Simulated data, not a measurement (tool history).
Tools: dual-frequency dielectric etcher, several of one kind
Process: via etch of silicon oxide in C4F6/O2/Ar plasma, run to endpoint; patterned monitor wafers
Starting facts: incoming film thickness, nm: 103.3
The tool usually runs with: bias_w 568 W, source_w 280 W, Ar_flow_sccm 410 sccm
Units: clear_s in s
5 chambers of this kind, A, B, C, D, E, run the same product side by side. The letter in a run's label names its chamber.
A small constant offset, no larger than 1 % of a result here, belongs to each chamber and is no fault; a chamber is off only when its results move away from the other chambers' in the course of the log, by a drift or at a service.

run,hour,bias_w,source_w,Ar_flow_sccm,hours since the last wet clean,hours since the last bias power generator calibration,hours since the last source power generator calibration,hours since the last Ar flow controller change,clear_s
1B,5.5,568,280,410,409.7,3685.2,1866.1,3416.1,25.611
# hour 5.9: chamber E: wet clean of the chamber
2C,9.9,568,280,410,160.3,2937.4,235.7,755.1,25.706
3E,14.5,568,280,410,8.7,1807.6,461.3,1775.5,25.212
# hour 14.6: chamber B: Ar flow controller replaced
4A,21.8,568,280,410,118.2,2009.6,4669.2,2319.1,25.900
5D,28.2,568,280,410,419.4,455.5,698.1,814.4,25.363
6A,35.3,568,280,410,131.7,2023.1,4682.7,2332.6,25.222
7B,40.9,568,280,410,445.1,3720.6,1901.5,26.4,25.227
# hour 42.2: chamber D: wet clean of the chamber
8C,48.0,568,280,410,198.4,2975.5,273.8,793.2,25.662
9E,53.1,568,280,410,47.3,1846.2,499.9,1814.1,25.360
10D,57.5,568,280,410,15.4,484.8,727.4,843.7,25.607
11D,63.7,568,280,410,21.6,491.0,733.6,849.9,25.507
# hour 70.9: chamber B: wet clean of the chamber
12C,71.3,568,280,410,221.7,2998.8,297.1,816.5,25.995
13E,75.1,568,280,410,69.3,1868.2,521.9,1836.1,25.344
14B,82.2,568,280,410,11.4,3761.9,1942.8,67.7,26.054
15A,86.6,568,280,410,183.0,2074.4,4734.0,2383.9,25.645
# hour 90.1: chamber B: bias power generator calibrated
16A,92.9,568,280,410,189.3,2080.7,4740.3,2390.2,25.553
17E,100.4,568,280,410,94.6,1893.5,547.2,1861.4,25.551
18B,108.2,568,280,410,37.4,18.2,1968.8,93.7,25.552
19D,116.4,568,280,410,74.3,543.7,786.3,902.6,25.143
20C,123.2,568,280,410,273.6,3050.7,349.0,868.4,25.723
21B,130.0,568,280,410,59.2,40.0,1990.6,115.5,25.891
22A,137.4,568,280,410,233.8,2125.2,4784.8,2434.7,25.201
23E,144.0,476,280,484,138.2,1937.1,590.8,1905.0,27.715
24C,148.9,476,280,484,299.3,3076.4,374.7,894.1,27.806
25D,155.8,476,280,484,113.7,583.1,825.7,942.0,28.131
26D,163.8,476,280,484,121.7,591.1,833.7,950.0,27.659
27E,169.5,476,280,484,163.7,1962.6,616.3,1930.5,28.244
28A,175.6,568,280,410,272.0,2163.4,4823.0,2472.9,25.609
29C,180.7,660,220,410,331.1,3108.2,406.5,925.9,26.509
30B,188.0,660,220,410,117.2,98.0,2048.6,173.5,26.784
31D,195.3,660,220,410,153.2,622.6,865.2,981.5,26.111
32B,202.1,660,220,410,131.3,112.1,2062.7,187.6,26.691
33E,208.4,660,220,410,202.6,2001.5,655.2,1969.4,26.205
34A,212.4,568,280,410,308.8,2200.2,4859.8,2509.7,25.522
# hour 215.6: chamber C: wet clean of the chamber
35C,219.3,568,280,410,3.7,3146.8,445.1,964.5,25.508
36E,226.6,568,280,410,220.8,2019.7,673.4,1987.6,25.478
37B,230.1,568,280,410,159.3,140.1,2090.7,215.6,26.043
38C,236.7,568,280,410,21.1,3164.2,462.5,981.9,25.463
39D,243.4,568,280,410,201.3,670.7,913.3,1029.6,25.711
40A,251.1,439,280,376,347.5,2238.9,4898.5,2548.4,27.660
41A,255.8,439,280,376,352.2,2243.6,4903.2,2553.1,27.927
42B,263.6,439,280,376,192.8,173.6,2124.2,249.1,28.209
43E,270.2,439,280,376,264.4,2063.3,717.0,2031.2,27.821

What goes on in this fleet: one chamber off, a drifting gauge, or nothing beyond the chambers' own small offsets? Name the chamber and the cause, if any.

No chamber is off and the gauge is stable; the differences are just each chamber's small, constant offset.
